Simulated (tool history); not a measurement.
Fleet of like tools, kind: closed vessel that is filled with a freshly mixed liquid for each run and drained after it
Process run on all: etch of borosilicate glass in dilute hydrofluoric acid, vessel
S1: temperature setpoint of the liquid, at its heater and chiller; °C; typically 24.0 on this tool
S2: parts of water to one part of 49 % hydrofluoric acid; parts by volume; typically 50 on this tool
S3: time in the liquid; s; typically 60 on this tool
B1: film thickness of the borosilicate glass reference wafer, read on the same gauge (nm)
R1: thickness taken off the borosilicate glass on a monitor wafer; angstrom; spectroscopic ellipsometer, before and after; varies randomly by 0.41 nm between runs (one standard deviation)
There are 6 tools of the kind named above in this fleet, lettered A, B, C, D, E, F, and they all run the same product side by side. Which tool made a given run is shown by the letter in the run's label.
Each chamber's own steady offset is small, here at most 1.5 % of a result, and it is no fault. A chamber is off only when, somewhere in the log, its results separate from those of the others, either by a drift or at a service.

run 1C hour=3.5 | S1=24.0 S2=50 S3=60 | B1=50.013 | R1=492.28
run 2E hour=5.9 | S1=24.0 S2=50 S3=60 | B1=50.009 | R1=491.05
run 3B hour=8.7 | S1=24.0 S2=50 S3=60 | B1=50.026 | R1=490.42
run 4D hour=11.4 | S1=24.0 S2=50 S3=60 | B1=49.984 | R1=481.92
run 5F hour=13.4 | S1=24.0 S2=50 S3=60 | B1=49.988 | R1=481.30
run 6A hour=15.9 | S1=24.0 S2=50 S3=60 | B1=50.043 | R1=488.11
run 7B hour=17.9 | S1=24.0 S2=50 S3=60 | B1=50.004 | R1=486.30
run 8D hour=20.8 | S1=24.0 S2=50 S3=60 | B1=49.995 | R1=476.98
run 9E hour=23.8 | S1=24.0 S2=50 S3=60 | B1=49.986 | R1=499.08
run 10C hour=26.1 | S1=24.0 S2=50 S3=60 | B1=49.975 | R1=490.36
run 11F hour=29.5 | S1=24.0 S2=50 S3=60 | B1=50.023 | R1=474.62
run 12A hour=31.4 | S1=24.0 S2=50 S3=60 | B1=49.985 | R1=487.50
run 13E hour=35.5 | S1=24.0 S2=50 S3=60 | B1=50.033 | R1=498.45
run 14B hour=37.9 | S1=24.0 S2=50 S3=60 | B1=49.970 | R1=482.03
run 15C hour=40.4 | S1=24.0 S2=50 S3=60 | B1=50.016 | R1=495.45
-- hour=41.3 chamber D: thermometer replaced
run 16D hour=42.6 | S1=24.0 S2=50 S3=60 | B1=49.966 | R1=480.64
run 17A hour=44.6 | S1=24.0 S2=50 S3=60 | B1=49.969 | R1=480.21
run 18F hour=46.9 | S1=24.0 S2=50 S3=60 | B1=50.021 | R1=478.20
run 19E hour=50.0 | S1=24.0 S2=70 S3=75 | B1=50.000 | R1=422.66
run 20B hour=52.8 | S1=24.0 S2=70 S3=75 | B1=49.984 | R1=419.14
run 21C hour=55.7 | S1=24.0 S2=70 S3=75 | B1=49.983 | R1=420.95
run 22F hour=57.6 | S1=24.0 S2=70 S3=75 | B1=49.975 | R1=414.51
run 23D hour=60.6 | S1=24.0 S2=70 S3=75 | B1=49.946 | R1=415.96
run 24A hour=63.1 | S1=24.0 S2=70 S3=75 | B1=50.040 | R1=421.54
run 25B hour=66.1 | S1=24.0 S2=50 S3=60 | B1=49.999 | R1=484.25
run 26F hour=69.2 | S1=24.0 S2=50 S3=60 | B1=49.996 | R1=472.41
run 27D hour=71.7 | S1=24.0 S2=50 S3=60 | B1=49.987 | R1=485.78
run 28E hour=74.5 | S1=24.0 S2=50 S3=60 | B1=50.014 | R1=461.22
run 29C hour=78.1 | S1=24.0 S2=50 S3=60 | B1=49.994 | R1=481.19
run 30A hour=80.2 | S1=24.0 S2=50 S3=60 | B1=50.013 | R1=479.73
run 31E hour=83.4 | S1=28.5 S2=35 S3=60 | B1=49.983 | R1=799.08
run 32A hour=86.4 | S1=28.5 S2=35 S3=60 | B1=50.038 | R1=850.18
run 33B hour=88.6 | S1=28.5 S2=35 S3=60 | B1=50.064 | R1=852.01
run 34D hour=91.6 | S1=28.5 S2=35 S3=60 | B1=49.969 | R1=844.98
run 35C hour=93.9 | S1=28.5 S2=35 S3=60 | B1=50.010 | R1=858.29
run 36F hour=96.9 | S1=28.5 S2=35 S3=60 | B1=49.994 | R1=848.80
run 37E hour=100.9 | S1=24.0 S2=50 S3=60 | B1=50.029 | R1=449.70
run 38C hour=104.9 | S1=24.0 S2=50 S3=60 | B1=49.994 | R1=482.48
run 39B hour=108.5 | S1=24.0 S2=50 S3=60 | B1=49.992 | R1=484.85

One chamber off, gauge drift, or nothing amiss beyond the chambers' own small offsets? If it is a chamber, which one, and what is the likeliest cause?

Chamber E drifts away from the others.
What lies behind it: hydrofluoric acid flow below the setpoint (%) = 10.2.
The log may not separate it from: liquid colder than its thermometer reads (K).

Chamber E could run next with any of the 4 candidate recipes listed below; each alters the usual settings, and their results appear as question marks. Which one brings its results back in line with what the other chambers deliver on the usual settings?
In line here means within this much of the mean the other chambers give on the usual settings: R1 14.00 angstrom
run 40E-1 hour=111.6 | S1=23.0 S2=50 S3=60 | R1=?
run 40E-2 hour=111.6 | S1=25.0 S2=50 S3=60 | R1=?
run 40E-3 hour=111.6 | S1=24.0 S2=50 S3=55 | R1=?
run 40E-4 hour=111.6 | S1=26.5 S2=50 S3=60 | R1=?

The other chambers' mean on the usual settings: R1 482.76 angstrom
run=40E-1 R1=423.31
run=40E-2 R1=460.04
run=40E-3 R1=404.67
run=40E-4 R1=489.17
The right change is 40E-4: it brings the chamber back within the allowed miss of the others.
